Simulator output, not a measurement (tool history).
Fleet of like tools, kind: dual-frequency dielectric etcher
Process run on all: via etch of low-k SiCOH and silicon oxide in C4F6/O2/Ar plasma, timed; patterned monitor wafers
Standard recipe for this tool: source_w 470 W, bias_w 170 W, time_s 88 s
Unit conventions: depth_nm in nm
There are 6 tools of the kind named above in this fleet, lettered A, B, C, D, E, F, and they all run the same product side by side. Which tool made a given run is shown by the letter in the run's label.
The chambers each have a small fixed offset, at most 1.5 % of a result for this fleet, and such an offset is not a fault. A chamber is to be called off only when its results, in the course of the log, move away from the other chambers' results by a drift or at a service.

run     day  source_w  bias_w  time_s  hours since the last wet clean  hours since the last source power generator calibration  hours since the last bias power generator calibration  read-back reference wafer on the same gauge, depth_nm  depth_nm
 1D   0.204       470     170      88                           397.2                                                   4243.6                                                 2942.1                                                 206.98    257.12
 2B   0.642       470     170      88                           187.0                                                   3019.6                                                 2276.4                                                 207.02    257.10
 3F   0.846       470     170      88                           478.2                                                    390.3                                                 3168.9                                                 206.84    255.71
 4C   1.125       470     170      88                           315.3                                                   3435.8                                                  160.2                                                 206.96    259.01
 5A   1.521       470     196      88                           175.2                                                    709.6                                                   84.5                                                 207.13    269.59
 6E   1.983       470     196      88                           184.4                                                   2030.1                                                 1609.5                                                 207.00    265.88
 7A   2.321       470     196      88                           194.4                                                    728.8                                                  103.7                                                 207.15    268.02
 8F   2.746       470     196      88                           523.8                                                    435.9                                                 3214.5                                                 206.80    266.96
 9D   3.062       470     196      88                           465.8                                                   4312.2                                                 3010.7                                                 206.99    269.06
10C   3.388       470     196      88                           369.6                                                   3490.1                                                  214.5                                                 206.83    269.03
11E   3.775       470     170      88                           227.4                                                   2073.1                                                 1652.5                                                 206.87    254.78
12B   4.017       470     170      88                           268.0                                                   3100.6                                                 2357.4                                                 207.16    256.74
13D   4.238       470     170      88                           494.0                                                   4340.4                                                 3038.9                                                 206.86    258.15
14F   4.583       470     170      88                           567.9                                                    480.0                                                 3258.6                                                 207.10    255.95
15C   4.954       470     170      88                           407.2                                                   3527.7                                                  252.1                                                 206.92    258.07
16E   5.208       470     170      88                           261.8                                                   2107.5                                                 1686.9                                                 207.08    255.16
      5.496  -- chamber F: wet clean of the chamber
17B   5.642       470     170      69                           307.0                                                   3139.6                                                 2396.4                                                 206.95    201.06
      5.700  -- chamber D: wet clean of the chamber
      5.862  -- chamber C: wet clean of the chamber
18A   5.867       470     170      69                           279.5                                                    813.9                                                  188.8                                                 206.89    199.40
19B   6.175       470     170      69                           319.8                                                   3152.4                                                 2409.2                                                 206.90    202.09
20E   6.621       470     170      69                           295.7                                                   2141.4                                                 1720.8                                                 207.15    199.46
21C   6.829       470     170      69                            23.3                                                   3572.7                                                  297.1                                                 207.16    201.80
22D   7.233       470     170      69                            36.8                                                   4412.3                                                 3110.8                                                 207.00    202.59
23F   7.442       470     170      88                            46.8                                                    548.6                                                 3327.2                                                 206.96    255.23
      7.479  -- chamber F: bias power generator calibrated
24A   7.767       470     170      88                           325.1                                                    859.5                                                  234.4                                                 207.05    253.45
25E   8.096       470     170      88                           331.1                                                   2176.8                                                 1756.2                                                 206.83    255.48
26D   8.400       470     170      88                            64.8                                                   4440.3                                                 3138.8                                                 206.90    257.26
27A   8.675       470     170      88                           346.9                                                    881.3                                                  256.2                                                 206.84    251.34
28F   9.121       470     170      88                            87.1                                                    588.9                                                   39.5                                                 206.89    254.68
29B   9.379       510     170      88                           396.7                                                   3229.3                                                 2486.1                                                 206.99    264.94
      9.621  -- chamber D: bias power generator calibrated
30C   9.804       510     170      88                            94.7                                                   3644.1                                                  368.5                                                 206.71    268.05
31F  10.096       510     170      88                           110.5                                                    612.3                                                   62.9                                                 206.96    263.19
32A  10.300       510     170      88                           385.9                                                    920.3                                                  295.2                                                 206.95    259.04
     10.462  -- chamber B: wet clean of the chamber
33B  10.604       510     170      88                             3.4                                                   3258.7                                                 2515.5                                                 206.92    265.10
34E  10.850       510     170      88                           397.2                                                   2242.9                                                 1822.3                                                 206.77    262.85
35C  11.208       470     170      88                           128.4                                                   3677.8                                                  402.2                                                 207.07    257.36
36D  11.650       470     170      88                           142.8                                                   4518.3                                                   48.7                                                 206.82    257.71

Predict what each chamber gives when all 6 of them run the settings below next.
37A  11.979       470     183      88                                                                                                                                                                                                                ?
37B  11.979       470     183      88                                                                                                                                                                                                                ?
37C  11.979       470     183      88                                                                                                                                                                                                                ?
37D  11.979       470     183      88                                                                                                                                                                                                                ?
37E  11.979       470     183      88                                                                                                                                                                                                                ?
37F  11.979       470     183      88                                                                                                                                                                                                                ?

run  depth_nm
37A    257.63
37B    262.67
37C    262.72
37D    263.41
37E    261.16
37F    262.62

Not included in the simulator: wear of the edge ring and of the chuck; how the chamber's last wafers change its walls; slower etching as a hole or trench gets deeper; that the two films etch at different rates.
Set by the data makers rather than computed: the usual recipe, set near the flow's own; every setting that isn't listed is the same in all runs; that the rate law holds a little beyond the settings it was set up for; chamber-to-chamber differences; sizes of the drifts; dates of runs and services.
